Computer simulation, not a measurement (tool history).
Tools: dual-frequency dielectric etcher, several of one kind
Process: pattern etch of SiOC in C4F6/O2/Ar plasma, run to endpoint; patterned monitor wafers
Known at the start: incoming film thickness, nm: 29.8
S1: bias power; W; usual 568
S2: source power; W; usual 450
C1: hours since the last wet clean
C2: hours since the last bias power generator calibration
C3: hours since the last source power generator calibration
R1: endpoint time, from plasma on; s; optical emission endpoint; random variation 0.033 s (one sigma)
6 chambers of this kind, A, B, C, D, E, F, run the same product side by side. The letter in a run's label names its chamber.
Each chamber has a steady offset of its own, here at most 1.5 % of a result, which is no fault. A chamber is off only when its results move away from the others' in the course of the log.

run 1E hour=7.2 | S1=568 S2=450 | C1=264.0 C2=248.3 C3=574.5 | R1=9.2458
run 2D hour=15.2 | S1=568 S2=450 | C1=28.5 C2=1738.9 C3=61.5 | R1=9.1715
run 3F hour=20.9 | S1=568 S2=450 | C1=23.9 C2=3742.8 C3=330.4 | R1=9.1160
run 4C hour=29.9 | S1=568 S2=450 | C1=376.0 C2=1641.2 C3=1251.9 | R1=9.2594
run 5A hour=39.2 | S1=568 S2=450 | C1=72.1 C2=2272.6 C3=682.8 | R1=9.1941
run 6B hour=45.2 | S1=568 S2=450 | C1=290.2 C2=429.9 C3=897.0 | R1=9.1078
run 7E hour=49.7 | S1=568 S2=450 | C1=306.5 C2=290.8 C3=617.0 | R1=9.3197
run 8A hour=55.5 | S1=568 S2=450 | C1=88.4 C2=2288.9 C3=699.1 | R1=9.1902
run 9D hour=62.6 | S1=568 S2=450 | C1=75.9 C2=1786.3 C3=108.9 | R1=9.0916
run 10F hour=68.5 | S1=568 S2=450 | C1=71.5 C2=3790.4 C3=378.0 | R1=9.1251
run 11B hour=76.8 | S1=568 S2=450 | C1=321.8 C2=461.5 C3=928.6 | R1=9.1590
run 12C hour=84.5 | S1=568 S2=450 | C1=430.6 C2=1695.8 C3=1306.5 | R1=9.2505
-- hour=91.6 chamber D: bias power generator calibrated
run 13E hour=92.5 | S1=442 S2=400 | C1=349.3 C2=333.6 C3=659.8 | R1=10.6240
run 14C hour=99.5 | S1=442 S2=400 | C1=445.6 C2=1710.8 C3=1321.5 | R1=10.5510
-- hour=101.0 chamber F: bias power generator calibrated
run 15B hour=108.3 | S1=442 S2=400 | C1=353.3 C2=493.0 C3=960.1 | R1=10.5100
run 16A hour=114.9 | S1=442 S2=400 | C1=147.8 C2=2348.3 C3=758.5 | R1=10.5440
run 17D hour=120.4 | S1=442 S2=400 | C1=133.7 C2=28.8 C3=166.7 | R1=10.3120
run 18F hour=128.9 | S1=442 S2=400 | C1=131.9 C2=28.0 C3=438.4 | R1=10.5100
run 19B hour=133.7 | S1=651 S2=530 | C1=378.7 C2=518.4 C3=985.5 | R1=8.2095
run 20F hour=139.1 | S1=651 S2=530 | C1=142.1 C2=38.2 C3=448.6 | R1=8.1489
run 21D hour=144.2 | S1=651 S2=530 | C1=157.5 C2=52.6 C3=190.5 | R1=8.0048
run 22E hour=151.9 | S1=651 S2=530 | C1=408.7 C2=393.0 C3=719.2 | R1=8.2887
run 23A hour=160.2 | S1=651 S2=530 | C1=193.1 C2=2393.6 C3=803.8 | R1=8.2413
-- hour=166.1 chamber B: wet clean of the chamber
run 24C hour=166.1 | S1=651 S2=530 | C1=512.2 C2=1777.4 C3=1388.1 | R1=8.2890
run 25E hour=173.3 | S1=499 S2=360 | C1=430.1 C2=414.4 C3=740.6 | R1=10.5370
run 26A hour=177.3 | S1=499 S2=360 | C1=210.2 C2=2410.7 C3=820.9 | R1=10.4290
run 27D hour=183.9 | S1=499 S2=360 | C1=197.2 C2=92.3 C3=230.2 | R1=10.2440
run 28F hour=188.7 | S1=499 S2=360 | C1=191.7 C2=87.8 C3=498.2 | R1=10.4320
run 29B hour=195.7 | S1=499 S2=360 | C1=29.7 C2=580.4 C3=1047.5 | R1=10.4020
run 30C hour=200.0 | S1=499 S2=360 | C1=546.1 C2=1811.3 C3=1422.0 | R1=10.5190
run 31C hour=207.9 | S1=640 S2=380 | C1=554.0 C2=1819.2 C3=1429.9 | R1=9.3496
run 32B hour=212.9 | S1=640 S2=380 | C1=46.9 C2=597.6 C3=1064.7 | R1=9.2705
run 33A hour=217.7 | S1=640 S2=380 | C1=250.6 C2=2451.1 C3=861.3 | R1=9.3133
run 34D hour=224.0 | S1=640 S2=380 | C1=237.3 C2=132.4 C3=270.3 | R1=9.0910
run 35E hour=232.5 | S1=640 S2=380 | C1=489.3 C2=473.6 C3=799.8 | R1=9.4367
run 36F hour=237.3 | S1=640 S2=380 | C1=240.3 C2=136.4 C3=546.8 | R1=9.2398
run 37C hour=243.8 | S1=666 S2=450 | C1=589.9 C2=1855.1 C3=1465.8 | R1=8.6616

What goes on in this fleet: one chamber off, a drifting gauge, or nothing beyond the chambers' own small offsets? Name the chamber and the cause, if any.

A service left chamber D off against the others.
Cause: bias power that arrives over what is set, % = 4.84.

Here are 4 candidates for chamber D's next run, each the usual settings with a change, their results left as question marks. Which one brings its results back in line with what the others give on the usual settings?
In line means no further than this from the other chambers' mean on the usual settings: R1 0.1200 s
run 38D-1 hour=250.5 | S1=585 S2=460 | R1=?
run 38D-2 hour=250.5 | S1=551 S2=440 | R1=?
run 38D-3 hour=250.5 | S1=604 S2=480 | R1=?
run 38D-4 hour=250.5 | S1=502 S2=450 | R1=?

The other chambers' mean on the usual settings: R1 9.1825 s
run=38D-1 R1=8.8101
run=38D-2 R1=9.1640
run=38D-3 R1=8.5674
run=38D-4 R1=9.4186
38D-2 brings the chamber back in line.

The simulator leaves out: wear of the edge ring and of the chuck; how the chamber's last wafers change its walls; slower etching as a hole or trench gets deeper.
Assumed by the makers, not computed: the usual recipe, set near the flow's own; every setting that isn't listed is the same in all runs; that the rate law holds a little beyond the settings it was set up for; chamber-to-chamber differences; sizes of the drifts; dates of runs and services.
